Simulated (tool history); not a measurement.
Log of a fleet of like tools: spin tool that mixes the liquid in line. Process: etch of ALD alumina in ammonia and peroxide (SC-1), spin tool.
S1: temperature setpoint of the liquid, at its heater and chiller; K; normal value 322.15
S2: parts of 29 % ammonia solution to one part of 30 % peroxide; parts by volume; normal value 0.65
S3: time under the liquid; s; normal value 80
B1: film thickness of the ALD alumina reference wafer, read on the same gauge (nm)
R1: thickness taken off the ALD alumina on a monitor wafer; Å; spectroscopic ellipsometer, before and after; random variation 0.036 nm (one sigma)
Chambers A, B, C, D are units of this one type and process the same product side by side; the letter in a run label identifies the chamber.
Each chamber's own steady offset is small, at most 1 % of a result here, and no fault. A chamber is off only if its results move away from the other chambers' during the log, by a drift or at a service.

{"run": "1C", "hour": 7.9, "S1": 322.15, "S2": 0.65, "S3": 80, "B1": 29.998, "R1": 45.324}
{"run": "2A", "hour": 14.2, "S1": 322.15, "S2": 0.65, "S3": 80, "B1": 29.981, "R1": 45.826}
{"run": "3B", "hour": 24.1, "S1": 322.15, "S2": 0.65, "S3": 80, "B1": 30.053, "R1": 45.988}
{"run": "4D", "hour": 30.7, "S1": 322.15, "S2": 0.65, "S3": 80, "B1": 29.978, "R1": 45.361}
{"run": "5D", "hour": 37.8, "S1": 322.15, "S2": 0.65, "S3": 80, "B1": 29.96, "R1": 45.754}
{"run": "6B", "hour": 47.6, "S1": 322.15, "S2": 0.65, "S3": 80, "B1": 30.033, "R1": 46.107}
{"run": "7A", "hour": 55.3, "S1": 322.15, "S2": 0.65, "S3": 80, "B1": 30.029, "R1": 45.533}
{"run": "8C", "hour": 60.6, "S1": 322.15, "S2": 0.65, "S3": 80, "B1": 29.923, "R1": 46.051}
{"run": "9C", "hour": 65.8, "S1": 322.15, "S2": 0.65, "S3": 80, "B1": 30.029, "R1": 45.961}
{"run": "10D", "hour": 74.3, "S1": 322.15, "S2": 0.65, "S3": 80, "B1": 30.003, "R1": 45.417}
{"run": "11A", "hour": 79.9, "S1": 322.15, "S2": 0.65, "S3": 80, "B1": 29.993, "R1": 45.342}
{"run": "12B", "hour": 86.3, "S1": 322.15, "S2": 0.65, "S3": 80, "B1": 30.002, "R1": 45.817}
{"run": "13A", "hour": 95.7, "S1": 322.15, "S2": 0.65, "S3": 80, "B1": 29.998, "R1": 45.138}
{"run": "14B", "hour": 103.7, "S1": 322.15, "S2": 0.65, "S3": 80, "B1": 30.017, "R1": 46.168}
{"run": "15D", "hour": 109.7, "S1": 322.15, "S2": 0.65, "S3": 115, "B1": 29.965, "R1": 64.385}
{"run": "16C", "hour": 119.5, "S1": 322.15, "S2": 0.65, "S3": 115, "B1": 29.99, "R1": 65.383}
{"run": "17A", "hour": 129.4, "S1": 322.15, "S2": 0.65, "S3": 115, "B1": 29.949, "R1": 64.712}
{"run": "18D", "hour": 134.9, "S1": 322.15, "S2": 0.65, "S3": 115, "B1": 30.016, "R1": 63.635}
{"hour": 139.8, "done": "chamber D: new drum of ammonia solution connected"}
{"run": "19B", "hour": 141.7, "S1": 322.15, "S2": 0.65, "S3": 80, "B1": 30.072, "R1": 45.227}
{"run": "20C", "hour": 150.7, "S1": 322.15, "S2": 0.65, "S3": 80, "B1": 30.017, "R1": 45.601}
{"run": "21C", "hour": 155.9, "S1": 316.65, "S2": 0.65, "S3": 95, "B1": 30.001, "R1": 39.384}
{"run": "22B", "hour": 165.2, "S1": 316.65, "S2": 0.65, "S3": 95, "B1": 30.055, "R1": 39.639}
{"run": "23D", "hour": 169.8, "S1": 316.65, "S2": 0.65, "S3": 95, "B1": 30.002, "R1": 37.95}
{"run": "24A", "hour": 176.7, "S1": 316.65, "S2": 0.65, "S3": 95, "B1": 29.986, "R1": 39.524}
{"run": "25D", "hour": 181.2, "S1": 322.15, "S2": 0.65, "S3": 80, "B1": 29.975, "R1": 44.775}
{"run": "26A", "hour": 188.8, "S1": 322.15, "S2": 0.65, "S3": 80, "B1": 29.962, "R1": 45.481}
{"hour": 193.1, "done": "chamber B: ammonia flow meter replaced"}
{"run": "27B", "hour": 194.1, "S1": 322.15, "S2": 0.65, "S3": 80, "B1": 29.989, "R1": 45.052}
{"run": "28C", "hour": 202.0, "S1": 314.65, "S2": 0.8, "S3": 80, "B1": 29.982, "R1": 30.017}
{"run": "29C", "hour": 210.7, "S1": 314.65, "S2": 0.8, "S3": 80, "B1": 29.991, "R1": 29.909}
{"run": "30D", "hour": 217.2, "S1": 314.65, "S2": 0.8, "S3": 80, "B1": 29.988, "R1": 28.938}
{"hour": 220.2, "done": "chamber C: new drum of ammonia solution connected"}
{"run": "31B", "hour": 227.2, "S1": 314.65, "S2": 0.8, "S3": 80, "B1": 29.926, "R1": 30.405}
{"run": "32A", "hour": 233.6, "S1": 322.15, "S2": 0.65, "S3": 80, "B1": 29.995, "R1": 45.638}
{"run": "33B", "hour": 243.6, "S1": 322.15, "S2": 0.65, "S3": 80, "B1": 30.032, "R1": 45.18}
{"run": "34D", "hour": 251.2, "S1": 322.15, "S2": 0.65, "S3": 80, "B1": 29.993, "R1": 43.863}
{"run": "35C", "hour": 260.8, "S1": 322.15, "S2": 0.65, "S3": 80, "B1": 29.993, "R1": 45.329}
{"run": "36A", "hour": 267.8, "S1": 322.15, "S2": 0.65, "S3": 80, "B1": 30.002, "R1": 45.283}
{"run": "37C", "hour": 272.5, "S1": 322.15, "S2": 0.65, "S3": 80, "B1": 29.989, "R1": 45.403}
{"hour": 275.4, "done": "chamber A: ammonia flow meter replaced"}
{"run": "38A", "hour": 279.1, "S1": 322.15, "S2": 0.65, "S3": 115, "B1": 29.984, "R1": 65.423}
{"run": "39B", "hour": 286.3, "S1": 322.15, "S2": 0.65, "S3": 115, "B1": 30.016, "R1": 65.938}

Has any chamber moved away from the others, gradually or after a service, or does the common gauge drift, or do the chambers differ only by their own small steady offsets? State the chamber and the most likely cause if one applies.

It is chamber D that slowly wanders off from its peers.
Likeliest cause: temperature lost on the way to the wafer (K) = 0.935.
Not necessarily distinguishable in this log from: liquid colder than its thermometer reads (K).

Here are 4 candidates for chamber D's next run, each the usual settings with a change, their results left as question marks. Which one brings its results back in line with what the others give on the usual settings?
In line means no further than this from the other chambers' mean on the usual settings: R1 1.3 Å
{"run": "40D-1", "hour": 293.5, "S1": 321.15, "S2": 0.65, "S3": 80, "R1": "?"}
{"run": "40D-2", "hour": 293.5, "S1": 321.65, "S2": 0.65, "S3": 75, "R1": "?"}
{"run": "40D-3", "hour": 293.5, "S1": 322.15, "S2": 1.05, "S3": 80, "R1": "?"}
{"run": "40D-4", "hour": 293.5, "S1": 322.65, "S2": 0.65, "S3": 85, "R1": "?"}

Usual-settings mean across the other chambers: R1 45.408 Å
run=40D-1 R1=40.889
run=40D-2 R1=39.445
run=40D-3 R1=45.288
run=40D-4 R1=47.293
40D-3 is the one that brings the chamber's results back in line with the other chambers.
